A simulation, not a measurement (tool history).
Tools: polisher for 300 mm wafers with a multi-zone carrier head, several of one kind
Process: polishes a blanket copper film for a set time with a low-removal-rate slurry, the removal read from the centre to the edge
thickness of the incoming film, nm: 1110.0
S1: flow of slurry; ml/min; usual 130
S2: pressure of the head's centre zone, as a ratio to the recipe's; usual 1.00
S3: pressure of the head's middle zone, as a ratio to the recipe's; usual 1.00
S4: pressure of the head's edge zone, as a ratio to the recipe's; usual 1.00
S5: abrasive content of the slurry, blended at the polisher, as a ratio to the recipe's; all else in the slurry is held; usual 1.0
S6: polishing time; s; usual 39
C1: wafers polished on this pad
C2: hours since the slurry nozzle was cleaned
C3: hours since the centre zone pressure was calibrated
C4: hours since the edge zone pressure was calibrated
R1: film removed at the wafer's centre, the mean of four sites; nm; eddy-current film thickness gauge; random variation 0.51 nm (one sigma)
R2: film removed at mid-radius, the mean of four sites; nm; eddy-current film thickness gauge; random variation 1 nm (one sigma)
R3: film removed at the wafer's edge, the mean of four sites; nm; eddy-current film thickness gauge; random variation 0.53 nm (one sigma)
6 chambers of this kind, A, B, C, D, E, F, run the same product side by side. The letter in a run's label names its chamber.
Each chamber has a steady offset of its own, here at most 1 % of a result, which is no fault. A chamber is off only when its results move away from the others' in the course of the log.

run	hour	S1	S2	S3	S4	S5	S6	C1	C2	C3	C4	R1	R2	R3
1C	3.4	130	1.00	1.00	1.00	1.0	39	622	109.4	449.5	224.5	76.178	76.916	76.959
2E	7.5	130	1.00	1.00	1.00	1.0	39	233	140.9	707.8	1095.5	77.028	79.591	78.415
3D	11.6	130	1.00	1.00	1.00	1.0	39	809	141.2	321.9	338.3	77.091	77.266	76.536
# hour 11.8: chamber D: worn pad replaced by a new one
# hour 14.8: chamber B: slurry nozzle cleaned
4F	16.0	130	1.00	1.00	1.00	1.0	39	263	170.0	1009.1	344.3	78.138	77.079	76.814
5A	19.8	130	1.00	1.00	1.00	1.0	39	137	63.3	781.2	1124.8	77.292	78.906	77.578
6B	24.1	130	0.92	1.00	1.00	1.0	39	817	9.4	522.7	146.2	70.720	77.084	77.472
7C	27.6	130	0.92	1.00	1.00	1.0	39	772	133.6	473.7	248.7	68.901	75.008	77.190
8E	30.4	130	0.92	1.00	1.00	1.0	39	375	163.8	730.7	1118.4	69.493	77.968	78.047
9F	32.8	130	0.92	1.00	1.00	1.0	39	368	186.8	1025.9	361.1	71.500	77.113	79.133
# hour 33.8: chamber D: centre zone pressure recalibrated
10B	35.9	130	0.92	1.00	1.00	1.0	39	890	21.2	534.5	158.0	69.910	78.599	77.212
11D	39.0	130	0.92	1.00	1.00	1.0	39	169	168.6	5.3	365.7	70.117	77.385	76.372
12A	41.7	130	1.00	1.00	1.00	1.0	39	273	85.2	803.1	1146.7	77.110	77.016	77.548
13D	45.2	130	1.00	1.00	1.00	1.0	39	207	174.8	11.5	371.9	77.053	77.379	77.130
14C	48.0	130	1.00	1.00	1.00	1.0	39	899	154.0	494.1	269.1	75.914	78.883	76.092
15F	49.9	130	1.00	1.00	1.00	1.0	39	474	203.9	1043.0	378.2	77.361	77.359	77.313
16B	52.8	130	1.00	1.00	1.00	1.0	39	995	38.1	551.4	174.9	77.888	76.263	77.078
# hour 54.4: chamber A: centre zone pressure recalibrated
17E	56.2	130	1.00	1.00	1.00	1.0	39	536	189.6	756.5	1144.2	77.262	76.026	77.690
18A	60.7	130	1.00	1.00	1.00	1.0	39	391	104.2	6.4	1165.7	77.008	77.436	76.986
19C	62.8	130	1.00	1.00	1.00	1.0	39	991	168.8	508.9	283.9	74.981	74.527	75.640
# hour 64.9: chamber E: centre zone pressure recalibrated
20B	65.1	130	1.00	1.00	1.10	1.0	39	1071	50.4	563.7	187.2	77.136	77.118	80.826
# hour 67.5: chamber E: worn pad replaced by a new one
21D	67.8	130	1.00	1.00	1.10	1.0	39	348	197.4	34.1	394.5	77.401	79.721	82.383
22F	70.2	130	1.00	1.00	1.10	1.0	39	600	224.2	1063.3	398.5	79.069	78.422	80.377
23E	73.8	130	1.00	1.00	1.10	1.0	39	39	207.2	8.9	1161.8	77.070	76.293	81.941
24A	78.0	130	1.00	1.00	1.10	1.0	39	498	121.5	23.7	1183.0	77.073	77.337	81.388
25E	82.2	130	1.00	1.00	1.10	1.0	39	91	215.6	17.3	1170.2	77.910	79.041	81.291
26C	84.5	130	1.00	1.00	1.00	1.0	39	1126	190.5	530.6	305.6	73.366	74.132	74.555
27A	86.6	130	1.00	1.00	0.92	1.3	39	552	130.1	32.3	1191.6	80.600	82.189	78.147
28B	91.0	130	1.00	1.00	0.92	1.3	39	1232	76.3	589.6	213.1	81.805	83.021	77.769
# hour 91.3: chamber F: slurry nozzle cleaned
29D	95.5	130	1.00	1.00	0.92	1.3	39	520	225.1	61.8	422.2	82.039	80.314	78.054
30F	98.9	130	1.00	1.00	0.92	1.3	39	778	7.6	1092.0	427.2	83.419	80.099	78.253
31D	101.4	130	1.00	1.00	0.92	1.3	39	557	231.0	67.7	428.1	81.535	80.440	77.512
32A	104.2	130	1.00	1.00	0.92	1.3	39	661	147.7	49.9	1209.2	81.575	82.844	77.420
33B	108.1	130	1.00	1.00	1.00	1.0	39	1338	93.4	606.7	230.2	76.880	76.658	76.473
34F	112.5	130	1.00	1.00	1.00	1.0	39	863	21.2	1105.6	440.8	78.447	78.798	78.326
35C	115.5	160	1.00	0.96	1.00	1.0	39	1318	221.5	561.6	336.6	75.941	73.712	76.860
36E	119.6	160	1.00	0.96	1.00	1.0	39	324	253.0	54.7	1207.6	81.091	75.880	80.093
37F	124.0	160	1.00	0.96	1.00	1.0	39	934	32.7	1117.1	452.3	80.770	78.732	79.478

What goes on in this fleet: one chamber off, a drifting gauge, or nothing beyond the chambers' own small offsets? Name the chamber and the cause, if any.

Chamber C drifts away from the others.
Cause: slurry flow missing at the pad, % = 23.3.
The log may not tell that from: removal rate lost through wear of the pad, %.

Here are 4 candidates for chamber C's next run, each the usual settings with a change, their results left as question marks. Which one brings its results back in line with what the others give on the usual settings?
In line means no further than this from the other chambers' mean on the usual settings: R1 1.800 nm; R2 3.700 nm; R3 1.800 nm
38C-1	127.3	125	0.98	0.99	1.02	1.0	37					?	?	?
38C-2	127.3	135	1.02	1.01	0.98	1.0	41					?	?	?
38C-3	127.3	130	1.01	1.00	0.99	1.0	40					?	?	?
38C-4	127.3	130	0.99	1.00	1.01	1.0	38					?	?	?

The other chambers' mean on the usual settings: R1 77.311 nm; R2 77.392 nm; R3 77.298 nm
run	R1	R2	R3
38C-1	65.010	66.983	70.112
38C-2	77.107	77.227	77.195
38C-3	73.549	73.893	75.186
38C-4	68.378	70.204	72.170
38C-2 brings the chamber back in line.
